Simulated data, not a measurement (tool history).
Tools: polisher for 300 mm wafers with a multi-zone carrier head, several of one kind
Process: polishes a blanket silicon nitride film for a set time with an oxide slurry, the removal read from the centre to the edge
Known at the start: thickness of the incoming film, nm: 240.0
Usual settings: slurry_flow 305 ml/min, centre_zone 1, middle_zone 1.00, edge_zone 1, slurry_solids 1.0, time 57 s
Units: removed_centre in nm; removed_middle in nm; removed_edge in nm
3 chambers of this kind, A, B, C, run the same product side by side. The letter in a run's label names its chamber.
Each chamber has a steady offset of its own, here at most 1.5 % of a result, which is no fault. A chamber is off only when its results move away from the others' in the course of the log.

run     day  slurry_flow  centre_zone  middle_zone  edge_zone  slurry_solids  time  wafers polished on this pad  hours since the slurry nozzle was cleaned  hours since the centre zone pressure was calibrated  hours since the edge zone pressure was calibrated  removed_centre  removed_middle  removed_edge
      0.267  -- chamber A: worn pad replaced by a new one
      0.642  -- chamber B: slurry nozzle cleaned
 1C   0.662          305            1         1.00          1            1.0    57                          144                                      202.8                                                215.9                                              210.1          28.954          29.518        29.207
 2B   1.008          305            1         1.00          1            1.0    57                          384                                        8.8                                                597.2                                               57.4          29.530          29.553        29.182
 3A   1.554          305            1         1.00          1            1.0    57                          180                                      421.1                                                339.1                                              400.8          29.326          29.796        28.999
 4C   1.946          305            1         1.00          1            1.0    57                          324                                      233.6                                                246.7                                              240.9          29.265          29.257        29.019
      2.162  -- chamber C: slurry nozzle cleaned
 5B   2.429          305            1         1.00          1            1.0    57                          583                                       42.9                                                631.3                                               91.5          28.763          29.227        29.401
 6A   2.779          305            1         1.00          1            1.0    57                          351                                      450.5                                                368.5                                              430.2          29.684          29.650        28.647
      3.150  -- chamber C: worn pad replaced by a new one
 7B   3.208          305            1         1.00          1            1.0    57                          692                                       61.6                                                650.0                                              110.2          29.401          29.570        29.410
 8C   3.575          305            1         1.00          1            1.0    57                           59                                       33.9                                                285.8                                              280.0          29.969          29.376        28.956
 9A   4.225          305            1         1.00          1            1.0    57                          554                                      485.2                                                403.2                                              464.9          29.614          29.791        29.473
10B   4.696          305            1         1.00          1            1.0    57                          900                                       97.3                                                685.7                                              145.9          29.005          29.567        29.508
11A   5.079          305            1         1.00          1            1.0    57                          673                                      505.7                                                423.7                                              485.4          29.385          29.731        28.944
12C   5.583          305            1         1.00          1            1.0    57                          340                                       82.1                                                334.0                                              328.2          29.125          29.593        29.010
      5.608  -- chamber B: worn pad replaced by a new one
13A   6.038          305            1         1.00          1            1.0    57                          808                                      528.7                                                446.7                                              508.4          28.508          29.307        29.030
14B   6.554          305            1         1.00          1            1.0    57                          132                                      141.9                                                730.3                                              190.5          29.030          29.845        29.378
15C   6.983          305            1         1.04          1            1.0    71                          536                                      115.7                                                367.6                                              361.8          36.426          37.859        35.828
      7.088  -- chamber C: worn pad replaced by a new one
16A   7.546          305            1         1.04          1            1.0    71                         1019                                      564.9                                                482.9                                              544.6          36.312          38.336        36.181
17C   8.188          305            1         1.04          1            1.0    71                          154                                      144.6                                                396.5                                              390.7          36.418          38.186        36.237
18B   8.542          305            1         0.91          1            1.0    57                          411                                      189.6                                                778.0                                              238.2          29.138          27.185        29.150
19A   9.088          305            1         0.91          1            1.0    57                         1235                                      601.9                                                519.9                                              581.6          29.476          27.035        29.540
20C   9.692          305            1         0.91          1            1.0    57                          365                                      180.7                                                432.6                                              426.8          29.671          27.163        29.267
     10.158  -- chamber A: worn pad replaced by a new one
21B  10.333          305            1         1.00          1            1.0    57                          661                                      232.6                                                821.0                                              281.2          28.770          29.587        29.111
     10.825  -- chamber C: worn pad replaced by a new one
22B  10.933          305            1         1.00          1            1.0    57                          745                                      247.0                                                835.4                                              295.6          29.263          29.884        29.232
     11.338  -- chamber C: slurry nozzle cleaned
23A  11.558          305            1         1.00          1            1.2    57                          195                                      661.2                                                579.2                                              640.9          31.336          31.556        31.608
24C  11.862          305            1         1.00          1            1.2    57                          145                                       12.6                                                484.7                                              478.9          31.988          32.394        31.668

Is one chamber off against the others, does the gauge drift, or is nothing wrong? If a chamber is off, say which, and what the likeliest cause is.

No chamber stands off beyond its own small offset, and the gauge holds steady.

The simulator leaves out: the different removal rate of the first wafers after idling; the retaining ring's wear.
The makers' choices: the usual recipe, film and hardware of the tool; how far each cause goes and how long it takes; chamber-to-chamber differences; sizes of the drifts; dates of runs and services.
